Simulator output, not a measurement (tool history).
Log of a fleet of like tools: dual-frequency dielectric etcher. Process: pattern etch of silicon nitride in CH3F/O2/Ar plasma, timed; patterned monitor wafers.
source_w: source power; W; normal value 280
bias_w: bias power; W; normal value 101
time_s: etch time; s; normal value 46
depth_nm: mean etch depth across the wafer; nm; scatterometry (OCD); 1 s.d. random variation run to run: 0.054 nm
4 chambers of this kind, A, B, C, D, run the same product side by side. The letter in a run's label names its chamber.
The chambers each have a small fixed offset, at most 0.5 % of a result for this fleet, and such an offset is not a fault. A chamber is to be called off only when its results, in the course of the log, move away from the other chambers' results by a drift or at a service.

| run | hour | source_w | bias_w | time_s | read-back reference wafer on the same gauge, depth_nm | depth_nm |
|---|---|---|---|---|---|---|
| 1D | 2.9 | 280 | 101 | 46 | 27.802 | 31.762 |
| 2C | 6.9 | 280 | 101 | 46 | 27.815 | 32.062 |
| 3B | 9.6 | 280 | 101 | 46 | 27.816 | 31.977 |
| 4A | 14.6 | 280 | 101 | 46 | 27.82 | 31.892 |
| 5D | 18.9 | 280 | 101 | 46 | 27.827 | 31.735 |
| 6C | 22.5 | 280 | 101 | 46 | 27.844 | 32.027 |
| 7A | 26.7 | 280 | 101 | 46 | 27.848 | 32.055 |
| 8B | 31.1 | 280 | 101 | 46 | 27.86 | 31.99 |
| 9C | 35.4 | 280 | 101 | 46 | 27.865 | 32.003 |
| 10B | 39.8 | 280 | 101 | 46 | 27.872 | 32.094 |
| 11A | 44 | 280 | 101 | 46 | 27.896 | 32.052 |
| 12D | 48.8 | 280 | 101 | 46 | 27.892 | 31.83 |
| 13A | 53.9 | 280 | 101 | 46 | 27.902 | 32.014 |
| 14C | 57.9 | 280 | 101 | 46 | 27.914 | 32.016 |
| 15B | 61.4 | 280 | 101 | 46 | 27.907 | 32.125 |
| 16D | 64.6 | 280 | 88 | 34 | 27.9 | 22.346 |
| 17C | 67.1 | 280 | 88 | 34 | 27.92 | 22.527 |
| 18B | 71.5 | 280 | 88 | 34 | 27.925 | 22.636 |
| 19A | 76.4 | 280 | 88 | 34 | 27.935 | 22.583 |
| 20D | 80.6 | 280 | 101 | 46 | 27.94 | 31.808 |
| 21D | 83.1 | 280 | 101 | 46 | 27.964 | 31.878 |
| 22A | 86.4 | 350 | 81 | 46 | 27.946 | 32.206 |
| 23C | 91.3 | 350 | 81 | 46 | 27.961 | 32.139 |
| 24B | 94.5 | 350 | 81 | 46 | 27.967 | 32.308 |
| 25B | 97 | 350 | 81 | 46 | 27.964 | 32.374 |
| 26A | 101.7 | 280 | 101 | 46 | 27.971 | 32.14 |
| 27D | 106.2 | 280 | 101 | 46 | 27.978 | 31.997 |

All 4 chambers run these settings next. Forecast each chamber's results:
| 28A | 109.9 | 280 | 101 | 46 |  | ? |
| 28B | 109.9 | 280 | 101 | 46 |  | ? |
| 28C | 109.9 | 280 | 101 | 46 |  | ? |
| 28D | 109.9 | 280 | 101 | 46 |  | ? |

| run | depth_nm |
|---|---|
| 28A | 32.132 |
| 28B | 32.196 |
| 28C | 32.228 |
| 28D | 31.985 |
